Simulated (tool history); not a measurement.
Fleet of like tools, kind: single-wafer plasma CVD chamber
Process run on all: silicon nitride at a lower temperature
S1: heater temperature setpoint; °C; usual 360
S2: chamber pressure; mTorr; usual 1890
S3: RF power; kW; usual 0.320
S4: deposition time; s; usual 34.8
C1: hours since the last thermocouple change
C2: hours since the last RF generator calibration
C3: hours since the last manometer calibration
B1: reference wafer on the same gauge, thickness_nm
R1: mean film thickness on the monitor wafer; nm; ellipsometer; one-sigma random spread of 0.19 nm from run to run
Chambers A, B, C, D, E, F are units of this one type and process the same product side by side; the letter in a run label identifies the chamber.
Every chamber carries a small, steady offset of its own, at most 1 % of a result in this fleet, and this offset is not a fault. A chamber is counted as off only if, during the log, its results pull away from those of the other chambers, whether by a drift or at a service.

run   hour   S1    S2     S3    S4      C1      C2      C3      B1      R1
 1A   10.2  360  1890  0.320  34.8   561.5   174.5  1014.2  48.368  44.614
 2E   15.9  360  1890  0.320  34.8  1669.7   299.1   481.1  48.375  44.729
 3C   20.9  360  1890  0.320  34.8   727.3  1631.6  1297.5  48.402  44.603
 4B   27.3  360  1890  0.320  34.8  1070.7   843.9  1479.4  48.422  44.660
 5D   34.7  360  1890  0.320  34.8   243.0  1021.2   868.6  48.421  44.566
 6F   41.4  360  1890  0.320  34.8   371.7   567.2   594.8  48.441  44.214
 7C   46.5  360  1890  0.320  34.8   752.9  1657.2  1323.1  48.394  44.672
 8D   55.8  360  1890  0.320  34.8   264.1  1042.3   889.7  48.401  44.467
 9B   66.8  360  1890  0.320  34.8  1110.2   883.4  1518.9  48.434  44.603
10E   72.2  360  1890  0.320  34.8  1726.0   355.4   537.4  48.425  45.121
11F   82.0  360  1890  0.320  34.8   412.3   607.8   635.4  48.451  44.508
12A   92.7  360  1890  0.320  34.8   644.0   257.0  1096.7  48.314  44.133
13F  104.2  368  1890  0.350  34.8   434.5   630.0   657.6  48.363  46.898
14B  114.7  368  1890  0.350  34.8  1158.1   931.3  1566.8  48.427  47.178
15D  122.4  368  1890  0.350  34.8   330.7  1108.9   956.3  48.410  47.033
16A  128.5  368  1890  0.350  34.8   679.8   292.8  1132.5  48.417  46.876
     135.7  -- chamber C: capacitance manometer re-zeroed and calibrated
17C  136.0  368  1890  0.350  34.8   842.4  1746.7     0.3  48.415  47.278
18E  141.2  368  1890  0.350  34.8  1795.0   424.4   606.4  48.323  47.497
19D  149.6  360  1890  0.320  34.8   357.9  1136.1   983.5  48.441  44.404
20E  155.7  360  1890  0.320  34.8  1809.5   438.9   620.9  48.372  45.080
21A  164.0  360  1890  0.320  34.8   715.3   328.3  1168.0  48.461  43.786
22F  174.3  360  1890  0.320  34.8   504.6   700.1   727.7  48.422  44.515
23C  180.6  374  1590  0.320  34.8   887.0  1791.3    44.9  48.405  42.213
24B  185.8  374  1590  0.320  34.8  1229.2  1002.4  1637.9  48.430  42.350
25D  194.5  374  1590  0.320  34.8   402.8  1181.0  1028.4  48.437  42.438
26E  199.8  374  1590  0.320  34.8  1853.6   483.0   665.0  48.403  42.814
     201.1  -- chamber C: thermocouple changed; heater temperature recalibrated
27C  211.0  374  1590  0.320  34.8     9.9  1821.7    75.3  48.342  42.117
28F  218.3  374  1590  0.320  34.8   548.6   744.1   771.7  48.419  42.068
29B  229.3  360  1890  0.320  38.4  1272.7  1045.9  1681.4  48.464  49.563
30A  239.7  360  1890  0.320  38.4   791.0   404.0  1243.7  48.413  49.062
31D  247.3  360  1890  0.320  38.4   455.6  1233.8  1081.2  48.413  48.774
32B  257.5  360  1890  0.320  38.4  1300.9  1074.1  1709.6  48.366  49.356
33A  265.5  360  1890  0.320  38.4   816.8   429.8  1269.5  48.425  48.940
34E  272.4  360  1890  0.320  38.4  1926.2   555.6   737.6  48.431  49.415
35F  277.5  360  1890  0.320  34.8   607.8   803.3   830.9  48.396  44.523
36C  287.2  360  1890  0.320  34.8    86.1  1897.9   151.5  48.354  45.002
37B  298.5  360  1890  0.320  34.8  1341.9  1115.1  1750.6  48.433  44.421
38C  304.0  360  2100  0.320  34.8   102.9  1914.7   168.3  48.398  46.026
39F  314.2  360  2100  0.320  34.8   644.5   840.0   867.6  48.423  45.355
40A  323.9  360  2100  0.320  34.8   875.2   488.2  1327.9  48.394  45.843
41D  332.6  360  2100  0.320  34.8   540.9  1319.1  1166.5  48.365  45.729

One chamber off, gauge drift, or nothing amiss beyond the chambers' own small offsets? If it is a chamber, which one, and what is the likeliest cause?

Nothing is wrong: each chamber keeps only its own small, steady offset and the gauge holds still.

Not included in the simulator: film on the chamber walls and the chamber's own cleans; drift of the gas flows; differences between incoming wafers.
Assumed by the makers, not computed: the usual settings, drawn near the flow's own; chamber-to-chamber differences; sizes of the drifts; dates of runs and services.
